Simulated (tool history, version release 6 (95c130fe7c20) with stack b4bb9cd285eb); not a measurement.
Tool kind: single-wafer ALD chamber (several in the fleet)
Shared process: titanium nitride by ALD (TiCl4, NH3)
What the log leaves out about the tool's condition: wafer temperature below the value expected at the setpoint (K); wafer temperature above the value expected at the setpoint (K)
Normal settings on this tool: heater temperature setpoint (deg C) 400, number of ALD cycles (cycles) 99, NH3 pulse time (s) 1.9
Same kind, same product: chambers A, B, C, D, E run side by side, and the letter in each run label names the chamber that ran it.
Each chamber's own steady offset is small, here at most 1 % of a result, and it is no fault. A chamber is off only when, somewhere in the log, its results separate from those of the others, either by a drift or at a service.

run   hour  heater temperature setpoint (deg C)  number of ALD cycles (cycles)  NH3 pulse time (s)  hours since the last thermocouple change  read-back reference wafer on the same gauge, thickness_nm  mean film thickness on the monitor wafer (angstrom)
 1D    6.4                                  400                             99                 1.9                                    2077.3                                                     1.7493                                               21.634
 2B   11.5                                  400                             99                 1.9                                    1320.5                                                     1.7495                                               21.833
 3E   14.9                                  400                             99                 1.9                                       976                                                     1.7482                                               21.797
 4A   19.4                                  400                             99                 1.9                                     130.6                                                     1.7488                                               21.736
 5C     23                                  400                             99                 1.9                                     606.2                                                     1.7493                                               21.776
      23.9  -- chamber B: thermocouple changed; heater temperature recalibrated
 6B   27.1                                  400                             99                 1.9                                       3.2                                                     1.7483                                               21.856
 7D   33.1                                  400                             99                 1.9                                      2104                                                     1.7478                                               21.581
 8C   37.4                                  400                             99                 1.9                                     620.6                                                     1.7472                                                21.81
 9E   43.3                                  400                             99                 1.9                                    1004.4                                                     1.7472                                               21.743
10A   47.8                                  400                             99                 1.9                                       159                                                     1.7473                                                21.72
11B   54.2                                  400                             99                 1.9                                      30.3                                                     1.7469                                               21.775
12C   58.7                                  391                             99                 1.9                                     641.9                                                     1.7459                                               21.598
13A   65.7                                  391                             99                 1.9                                     176.9                                                     1.7461                                               21.466
      66.4  -- chamber E: thermocouple changed; heater temperature recalibrated
14D   69.6                                  391                             99                 1.9                                    2140.5                                                     1.7459                                               21.424
15E   76.3                                  391                             99                 1.9                                       9.9                                                     1.7448                                               21.536
16E   82.5                                  391                             99                 1.9                                      16.1                                                     1.7448                                               21.507
17C   87.5                                  400                             99                 1.9                                     670.7                                                     1.7443                                               21.677
18B   93.4                                  400                             99                 1.9                                      69.5                                                     1.7444                                               21.779
19A     99                                  400                             99                 1.9                                     210.2                                                     1.7443                                               21.714
20D  103.3                                  400                             99                 1.9                                    2174.2                                                     1.7441                                               21.553
21D  109.4                                  400                             99                 1.9                                    2180.3                                                      1.743                                               21.616
22C  114.8                                  393                             99                 1.5                                       698                                                     1.7433                                               21.324
23E  118.8                                  393                             99                 1.5                                      52.4                                                     1.7421                                               21.338
24A  123.9                                  393                             99                 1.5                                     235.1                                                     1.7424                                               21.254
25B  128.1                                  393                             99                 1.5                                     104.2                                                     1.7429                                               21.382
26C  133.8                                  393                             99                 1.5                                       717                                                     1.7419                                               21.313
27A  139.7                                  400                             99                 1.9                                     250.9                                                     1.7412                                               21.628
28E  143.5                                  411                             99                 1.9                                      77.1                                                     1.7404                                               21.778
29B  149.9                                  411                             99                 1.9                                       126                                                      1.741                                               21.775
30D  155.6                                  411                             99                 1.9                                    2226.5                                                     1.7405                                               21.605
31E    162                                  411                             99                 1.9                                      95.6                                                     1.7394                                               21.722
32B  166.6                                  411                             99                 1.9                                     142.7                                                     1.7401                                               21.798
33D  170.8                                  400                             99                 1.9                                    2241.7                                                     1.7403                                               21.533
34A  174.5                                  400                             99                 1.9                                     285.7                                                     1.7395                                               21.585

All chambers now run identical settings, listed one chamber a line with results as question marks. What results will each chamber show?
35A  179.7                                  400                             99                 1.9                                                                                                                                                         ?
35B  179.7                                  400                             99                 1.9                                                                                                                                                         ?
35C  179.7                                  400                             99                 1.9                                                                                                                                                         ?
35D  179.7                                  400                             99                 1.9                                                                                                                                                         ?
35E  179.7                                  400                             99                 1.9                                                                                                                                                         ?

run  mean film thickness on the monitor wafer (angstrom)
35A                                               21.691
35B                                               21.728
35C                                               21.639
35D                                               21.511
35E                                               21.661

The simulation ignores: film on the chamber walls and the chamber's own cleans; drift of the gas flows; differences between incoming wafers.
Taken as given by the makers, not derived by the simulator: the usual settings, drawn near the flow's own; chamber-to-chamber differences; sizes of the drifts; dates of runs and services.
